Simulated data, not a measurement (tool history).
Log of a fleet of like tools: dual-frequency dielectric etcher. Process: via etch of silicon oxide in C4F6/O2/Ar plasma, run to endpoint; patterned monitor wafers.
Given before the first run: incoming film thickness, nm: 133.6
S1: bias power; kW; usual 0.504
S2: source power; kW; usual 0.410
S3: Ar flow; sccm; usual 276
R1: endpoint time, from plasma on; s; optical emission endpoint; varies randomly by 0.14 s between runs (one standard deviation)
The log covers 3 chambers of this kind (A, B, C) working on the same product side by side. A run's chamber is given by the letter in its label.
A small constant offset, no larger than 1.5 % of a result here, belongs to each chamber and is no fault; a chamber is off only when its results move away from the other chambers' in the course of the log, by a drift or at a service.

run	day	S1	S2	S3	R1
1A	0.225	0.504	0.410	276	29.265
2B	0.454	0.504	0.410	276	28.548
3C	0.650	0.504	0.410	276	28.784
4B	0.875	0.504	0.410	276	28.481
5C	1.004	0.504	0.410	276	28.564
6A	1.254	0.504	0.410	276	29.130
7C	1.458	0.504	0.410	276	28.849
8B	1.700	0.504	0.410	276	28.462
9A	1.821	0.504	0.410	276	29.054
10A	1.962	0.504	0.410	276	29.528
11C	2.117	0.504	0.410	276	28.750
12B	2.358	0.504	0.410	276	28.501
13C	2.525	0.504	0.410	276	28.535
# day 2.633: chamber C: wet clean of the chamber
14A	2.704	0.504	0.410	276	28.992
15B	2.929	0.504	0.410	276	28.388
16C	3.112	0.504	0.410	276	28.527
17B	3.371	0.504	0.410	276	28.642
18A	3.538	0.504	0.410	276	29.455
19B	3.683	0.504	0.410	276	28.582
20A	3.904	0.504	0.410	276	29.191
# day 4.038: chamber A: wet clean of the chamber
21C	4.083	0.504	0.410	276	28.540
22C	4.288	0.504	0.410	276	28.976
23A	4.483	0.504	0.410	276	30.203
24B	4.696	0.504	0.410	276	28.635
25C	4.858	0.504	0.410	276	28.736
26B	5.079	0.504	0.410	276	28.201
27A	5.238	0.504	0.410	276	29.894
28B	5.392	0.504	0.410	276	28.648
29C	5.612	0.557	0.410	216	27.014
30A	5.850	0.557	0.410	216	28.164
31A	6.100	0.557	0.410	216	28.460
32B	6.288	0.627	0.380	276	26.838
33C	6.525	0.627	0.380	276	27.092
34C	6.767	0.627	0.380	276	27.127
35B	6.996	0.504	0.410	276	28.531

Has any chamber moved away from the others, gradually or after a service, or does the common gauge drift, or do the chambers differ only by their own small steady offsets? State the chamber and the most likely cause if one applies.

The work done on chamber A during a service left it standing apart from the others.
What lies behind it: etch rate under this chamber's usual, % = 3.44.

Chamber A could run next with any of the 4 candidate recipes listed below; each alters the usual settings, and their results appear as question marks. Which one brings its results back in line with what the other chambers deliver on the usual settings?
In line means no further than this from the other chambers' mean on the usual settings: R1 0.490 s
36A-1	7.188	0.571	0.410	265	?
36A-2	7.188	0.484	0.410	279	?
36A-3	7.188	0.524	0.410	273	?
36A-4	7.188	0.466	0.380	276	?

Other chambers, usual settings, mean: R1 28.592 s
run	R1
36A-1	28.710
36A-2	30.718
36A-3	29.751
36A-4	31.988
It is 36A-1 that realigns the chamber with its peers.
